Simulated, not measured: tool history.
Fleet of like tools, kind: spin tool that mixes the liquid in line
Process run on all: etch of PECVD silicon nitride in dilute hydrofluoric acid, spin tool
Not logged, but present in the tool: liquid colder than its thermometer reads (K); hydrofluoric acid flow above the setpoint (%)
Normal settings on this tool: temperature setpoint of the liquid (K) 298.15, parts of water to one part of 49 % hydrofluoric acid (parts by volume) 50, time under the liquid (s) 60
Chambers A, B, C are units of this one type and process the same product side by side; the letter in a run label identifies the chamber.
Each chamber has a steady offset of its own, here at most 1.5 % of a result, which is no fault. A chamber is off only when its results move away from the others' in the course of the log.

run,hour,temperature setpoint of the liquid (K),parts of water to one part of 49 % hydrofluoric acid (parts by volume),time under the liquid (s),hours since the thermometer was replaced,hours since the hydrofluoric acid flow meter was replaced,"read-back film thickness of the PECVD silicon nitride reference wafer, read on the same gauge (nm)",thickness taken off the PECVD silicon nitride on a monitor wafer (Å)
1B,9.1,298.15,50,60,455.9,1784.5,149.98,56.439
2C,16,298.15,50,60,653.1,192.4,150.02,55.057
3A,28,298.15,50,60,2918,1419.9,150,56.363
4C,35.3,298.15,50,60,672.4,211.7,150.02,56.049
# hour 41.8: chamber A: thermometer replaced
5A,45.9,298.15,50,60,4.1,1437.8,150,56.429
6B,58,298.15,50,60,504.8,1833.4,150.01,57.322
7A,65.7,298.15,50,30,23.9,1457.6,150.04,28.043
8B,76.3,298.15,50,30,523.1,1851.7,150.02,28.112
9C,84.6,298.15,50,30,721.7,261,150.03,27.773
10A,90.2,298.15,50,40,48.4,1482.1,150,37.207
11B,98.9,298.15,50,40,545.7,1874.3,150.01,36.702
12C,110.9,298.15,50,40,748,287.3,150,38.038
13C,122,298.15,50,60,759.1,298.4,150.03,56.945
14A,129.4,298.15,50,60,87.6,1521.3,150.01,56.77
15B,142.1,298.15,50,60,588.9,1917.5,149.97,54.361
16B,150.3,298.15,50,60,597.1,1925.7,150.01,54.468
17C,162.5,298.15,50,60,799.6,338.9,150.03,56.474
18A,171.6,298.15,50,60,129.8,1563.5,150.01,55.634
19A,179.7,298.15,50,60,137.9,1571.6,150,56.775
20B,189.1,298.15,50,60,635.9,1964.5,149.99,53.571
21C,197.8,298.15,50,60,834.9,374.2,149.97,56.745
22B,206.4,298.15,70,60,653.2,1981.8,150.03,38.949
23A,218.9,298.15,70,60,177.1,1610.8,150.01,40.379
24C,225.9,298.15,70,60,863,402.3,149.97,40.143
25A,233,298.15,65,85,191.2,1624.9,150.01,61.017
26C,239.8,298.15,65,85,876.9,416.2,150,61.11
27B,249.5,298.15,65,85,696.3,2024.9,150.01,57.938
# hour 260.6: chamber C: thermometer replaced
28B,261.4,298.15,50,60,708.2,2036.8,149.97,52.329
29C,266.9,298.15,50,60,6.3,443.3,149.96,55.84
30A,279.5,298.15,50,60,237.7,1671.4,150.01,56.007
31B,291,298.15,50,60,737.8,2066.4,150.02,52.306
32A,298.2,298.15,50,60,256.4,1690.1,150.04,56.329
33C,307.3,298.15,50,60,46.7,483.7,150,56.059
34B,317.3,298.15,50,60,764.1,2092.7,150.02,51.782
35A,327.2,298.15,50,60,285.4,1719.1,149.99,56.71
36C,337.4,298.15,50,60,76.8,513.8,149.95,55.969
37B,347.8,298.15,50,60,794.6,2123.2,149.97,51.594
38A,356.6,298.15,50,60,314.8,1748.5,150,55.926

The same settings go to every chamber for the next run, one line per chamber below. Forecast the results for each:
39A,365.7,298.15,50,60,,,,?
39B,365.7,298.15,50,60,,,,?
39C,365.7,298.15,50,60,,,,?

run,thickness taken off the PECVD silicon nitride on a monitor wafer (Å)
39A,57.215
39B,49.791
39C,56.246
